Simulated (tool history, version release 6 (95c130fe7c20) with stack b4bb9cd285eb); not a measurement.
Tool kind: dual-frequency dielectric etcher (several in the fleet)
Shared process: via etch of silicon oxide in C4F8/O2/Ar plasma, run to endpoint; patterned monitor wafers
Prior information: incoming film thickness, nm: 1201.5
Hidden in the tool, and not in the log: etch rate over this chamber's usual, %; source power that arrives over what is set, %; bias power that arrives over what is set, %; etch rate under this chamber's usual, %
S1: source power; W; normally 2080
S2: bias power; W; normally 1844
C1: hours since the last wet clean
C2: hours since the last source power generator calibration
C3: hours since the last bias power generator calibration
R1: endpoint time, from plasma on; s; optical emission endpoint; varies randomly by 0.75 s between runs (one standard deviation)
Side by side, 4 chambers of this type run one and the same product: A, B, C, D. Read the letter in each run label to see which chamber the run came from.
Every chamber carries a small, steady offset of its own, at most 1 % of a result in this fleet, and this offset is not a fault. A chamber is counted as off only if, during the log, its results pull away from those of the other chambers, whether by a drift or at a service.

run 1B day=0.371 | S1=2080 S2=1844 | C1=264.3 C2=157.2 C3=989.8 | R1=239.38
run 2D day=0.654 | S1=2080 S2=1844 | C1=622.6 C2=314.1 C3=765.5 | R1=240.76
-- day=0.750 chamber D: wet clean of the chamber
run 3A day=1.017 | S1=2080 S2=1844 | C1=198.2 C2=672.8 C3=4073.0 | R1=241.54
run 4C day=1.546 | S1=2080 S2=1844 | C1=75.4 C2=59.9 C3=2375.4 | R1=239.97
run 5C day=1.992 | S1=2080 S2=1844 | C1=86.1 C2=70.6 C3=2386.1 | R1=239.82
run 6D day=2.567 | S1=2080 S2=1844 | C1=43.7 C2=360.0 C3=811.4 | R1=241.08
run 7B day=3.142 | S1=2080 S2=1844 | C1=330.8 C2=223.7 C3=1056.3 | R1=240.22
run 8A day=3.642 | S1=2080 S2=1844 | C1=261.2 C2=735.8 C3=4136.0 | R1=241.84
-- day=3.708 chamber A: bias power generator calibrated
run 9D day=4.025 | S1=2420 S2=1844 | C1=78.7 C2=395.0 C3=846.4 | R1=226.64
run 10B day=4.625 | S1=2420 S2=1844 | C1=366.4 C2=259.3 C3=1091.9 | R1=225.57
run 11C day=5.088 | S1=2420 S2=1844 | C1=160.4 C2=144.9 C3=2460.4 | R1=226.42
run 12A day=5.633 | S1=2420 S2=1844 | C1=309.0 C2=783.6 C3=46.2 | R1=226.37
run 13D day=5.917 | S1=2080 S2=1844 | C1=124.1 C2=440.4 C3=891.8 | R1=239.99
run 14A day=6.200 | S1=2080 S2=1844 | C1=322.6 C2=797.2 C3=59.8 | R1=241.05
run 15C day=6.675 | S1=2080 S2=1844 | C1=198.5 C2=183.0 C3=2498.5 | R1=239.71
run 16B day=7.208 | S1=2080 S2=1844 | C1=428.4 C2=321.3 C3=1153.9 | R1=238.72
run 17B day=7.608 | S1=2080 S2=1844 | C1=438.0 C2=330.9 C3=1163.5 | R1=238.76
run 18C day=8.250 | S1=2080 S2=1652 | C1=236.3 C2=220.8 C3=2536.3 | R1=247.77
run 19A day=8.854 | S1=2080 S2=1652 | C1=386.3 C2=860.9 C3=123.5 | R1=249.78
run 20D day=9.250 | S1=2080 S2=1652 | C1=204.1 C2=520.4 C3=971.8 | R1=247.64
run 21A day=9.817 | S1=2080 S2=1652 | C1=409.4 C2=884.0 C3=146.6 | R1=248.19
run 22C day=10.171 | S1=1670 S2=1844 | C1=282.4 C2=266.9 C3=2582.4 | R1=260.55
run 23D day=10.771 | S1=1670 S2=1844 | C1=240.6 C2=556.9 C3=1008.3 | R1=262.35
run 24B day=11.146 | S1=1670 S2=1844 | C1=522.9 C2=415.8 C3=1248.4 | R1=257.08
run 25B day=11.758 | S1=1670 S2=1844 | C1=537.6 C2=430.5 C3=1263.1 | R1=259.16
run 26C day=12.083 | S1=2080 S2=1844 | C1=328.3 C2=312.8 C3=2628.3 | R1=241.63
-- day=12.342 chamber A: wet clean of the chamber
run 27D day=12.700 | S1=2080 S2=1991 | C1=286.9 C2=603.2 C3=1054.6 | R1=235.73
run 28A day=13.146 | S1=2080 S2=1991 | C1=19.4 C2=963.9 C3=226.5 | R1=235.83
run 29B day=13.662 | S1=2080 S2=1991 | C1=583.3 C2=476.2 C3=1308.8 | R1=230.66
run 30A day=14.196 | S1=2080 S2=1991 | C1=44.6 C2=989.1 C3=251.7 | R1=234.18
run 31C day=14.633 | S1=2080 S2=1844 | C1=389.5 C2=374.0 C3=2689.5 | R1=240.75
run 32D day=15.208 | S1=2080 S2=1844 | C1=347.1 C2=663.4 C3=1114.8 | R1=240.21
run 33C day=15.812 | S1=1820 S2=2005 | C1=417.8 C2=402.3 C3=2717.8 | R1=245.99
run 34B day=16.100 | S1=1820 S2=2005 | C1=641.8 C2=534.7 C3=1367.3 | R1=240.15
run 35D day=16.458 | S1=1820 S2=2005 | C1=377.1 C2=693.4 C3=1144.8 | R1=248.26
run 36A day=16.942 | S1=1820 S2=2005 | C1=110.5 C2=1055.0 C3=317.6 | R1=247.90

Next, every chamber runs the same settings. What will each give?
run 37A day=17.400 | S1=2080 S2=1514 | R1=?
run 37B day=17.400 | S1=2080 S2=1514 | R1=?
run 37C day=17.400 | S1=2080 S2=1514 | R1=?
run 37D day=17.400 | S1=2080 S2=1514 | R1=?

run=37A R1=254.99
run=37B R1=247.01
run=37C R1=253.97
run=37D R1=254.67
